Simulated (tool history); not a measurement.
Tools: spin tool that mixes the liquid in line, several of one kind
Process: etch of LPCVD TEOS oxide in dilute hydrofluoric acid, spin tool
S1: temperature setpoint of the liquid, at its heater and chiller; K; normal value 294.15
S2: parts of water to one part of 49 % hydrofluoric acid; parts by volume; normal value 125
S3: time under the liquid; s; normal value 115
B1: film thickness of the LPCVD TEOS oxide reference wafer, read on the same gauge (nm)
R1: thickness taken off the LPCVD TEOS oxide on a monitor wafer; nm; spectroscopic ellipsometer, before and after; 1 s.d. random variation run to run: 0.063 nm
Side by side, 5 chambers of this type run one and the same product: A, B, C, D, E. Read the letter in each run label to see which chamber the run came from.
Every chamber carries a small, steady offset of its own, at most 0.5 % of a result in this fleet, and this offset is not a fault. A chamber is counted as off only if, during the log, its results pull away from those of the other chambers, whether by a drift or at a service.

{"run": "1C", "day": 0.167, "S1": 294.15, "S2": 125, "S3": 115, "B1": 130.02, "R1": 13.35}
{"run": "2E", "day": 0.342, "S1": 294.15, "S2": 125, "S3": 115, "B1": 130.05, "R1": 13.414}
{"run": "3B", "day": 0.504, "S1": 294.15, "S2": 125, "S3": 115, "B1": 129.98, "R1": 13.223}
{"run": "4D", "day": 0.642, "S1": 294.15, "S2": 125, "S3": 115, "B1": 129.99, "R1": 13.389}
{"run": "5A", "day": 0.825, "S1": 290.65, "S2": 125, "S3": 55, "B1": 130.02, "R1": 5.5833}
{"run": "6E", "day": 1.0, "S1": 290.65, "S2": 125, "S3": 55, "B1": 129.99, "R1": 5.5807}
{"run": "7B", "day": 1.121, "S1": 290.65, "S2": 125, "S3": 55, "B1": 130.03, "R1": 5.514}
{"run": "8A", "day": 1.325, "S1": 290.65, "S2": 125, "S3": 55, "B1": 129.97, "R1": 5.5525}
{"run": "9C", "day": 1.579, "S1": 290.65, "S2": 125, "S3": 55, "B1": 130, "R1": 5.5521}
{"run": "10D", "day": 1.767, "S1": 294.15, "S2": 125, "S3": 115, "B1": 129.99, "R1": 13.309}
{"run": "11C", "day": 1.929, "S1": 294.15, "S2": 125, "S3": 115, "B1": 130.07, "R1": 13.515}
{"run": "12D", "day": 2.133, "S1": 294.15, "S2": 100, "S3": 150, "B1": 130.02, "R1": 22.278}
{"run": "13E", "day": 2.275, "S1": 294.15, "S2": 100, "S3": 150, "B1": 130.04, "R1": 22.476}
{"run": "14A", "day": 2.425, "S1": 294.15, "S2": 100, "S3": 150, "B1": 129.95, "R1": 22.493}
{"run": "15B", "day": 2.625, "S1": 294.15, "S2": 100, "S3": 150, "B1": 129.98, "R1": 22.355}
{"run": "16C", "day": 2.842, "S1": 294.15, "S2": 100, "S3": 150, "B1": 129.98, "R1": 22.447}
{"run": "17B", "day": 3.042, "S1": 294.15, "S2": 170, "S3": 115, "B1": 129.97, "R1": 9.3826}
{"run": "18A", "day": 3.279, "S1": 294.15, "S2": 170, "S3": 115, "B1": 129.94, "R1": 9.438}
{"run": "19E", "day": 3.412, "S1": 294.15, "S2": 170, "S3": 115, "B1": 130.01, "R1": 9.4079}
{"run": "20D", "day": 3.55, "S1": 294.15, "S2": 170, "S3": 115, "B1": 130, "R1": 9.3918}
{"run": "21A", "day": 3.717, "S1": 294.15, "S2": 170, "S3": 115, "B1": 129.97, "R1": 9.3531}
{"run": "22D", "day": 3.975, "S1": 294.15, "S2": 125, "S3": 115, "B1": 129.99, "R1": 13.403}
{"run": "23B", "day": 4.208, "S1": 294.15, "S2": 125, "S3": 115, "B1": 130, "R1": 13.435}
{"run": "24C", "day": 4.396, "S1": 294.15, "S2": 125, "S3": 115, "B1": 129.99, "R1": 13.473}
{"run": "25E", "day": 4.596, "S1": 294.15, "S2": 125, "S3": 70, "B1": 130.01, "R1": 8.2143}
{"run": "26D", "day": 4.738, "S1": 294.15, "S2": 125, "S3": 70, "B1": 130.04, "R1": 8.1501}
{"run": "27E", "day": 4.988, "S1": 294.15, "S2": 125, "S3": 70, "B1": 130.02, "R1": 8.2556}
{"run": "28B", "day": 5.242, "S1": 294.15, "S2": 125, "S3": 70, "B1": 129.99, "R1": 8.1292}
{"run": "29A", "day": 5.438, "S1": 294.15, "S2": 125, "S3": 70, "B1": 130.02, "R1": 8.1401}
{"day": 5.446, "done": "chamber B: hydrofluoric acid flow meter replaced"}
{"run": "30C", "day": 5.571, "S1": 294.15, "S2": 125, "S3": 115, "B1": 130.01, "R1": 13.396}
{"run": "31D", "day": 5.738, "S1": 294.15, "S2": 125, "S3": 115, "B1": 129.98, "R1": 13.409}
{"run": "32E", "day": 5.912, "S1": 294.15, "S2": 125, "S3": 115, "B1": 129.96, "R1": 13.541}
{"run": "33B", "day": 6.067, "S1": 294.15, "S2": 150, "S3": 75, "B1": 130.04, "R1": 7.0265}
{"run": "34A", "day": 6.329, "S1": 294.15, "S2": 150, "S3": 75, "B1": 130.04, "R1": 7.1404}
{"run": "35C", "day": 6.579, "S1": 294.15, "S2": 150, "S3": 75, "B1": 130.02, "R1": 7.0793}
{"run": "36A", "day": 6.846, "S1": 294.15, "S2": 150, "S3": 75, "B1": 130, "R1": 7.1398}
{"run": "37E", "day": 7.071, "S1": 294.15, "S2": 150, "S3": 75, "B1": 130, "R1": 7.1207}
{"run": "38C", "day": 7.221, "S1": 294.15, "S2": 125, "S3": 115, "B1": 129.95, "R1": 13.339}
{"run": "39B", "day": 7.362, "S1": 294.15, "S2": 125, "S3": 115, "B1": 130.03, "R1": 13.294}
{"run": "40D", "day": 7.496, "S1": 294.15, "S2": 125, "S3": 115, "B1": 130.01, "R1": 13.348}

All chambers now run identical settings, listed one chamber a line with results as question marks. What results will each chamber show?
{"run": "41A", "day": 7.692, "S1": 294.15, "S2": 125, "S3": 115, "R1": "?"}
{"run": "41B", "day": 7.692, "S1": 294.15, "S2": 125, "S3": 115, "R1": "?"}
{"run": "41C", "day": 7.692, "S1": 294.15, "S2": 125, "S3": 115, "R1": "?"}
{"run": "41D", "day": 7.692, "S1": 294.15, "S2": 125, "S3": 115, "R1": "?"}
{"run": "41E", "day": 7.692, "S1": 294.15, "S2": 125, "S3": 115, "R1": "?"}

run=41A R1=13.547
run=41B R1=13.419
run=41C R1=13.353
run=41D R1=13.325
run=41E R1=13.457
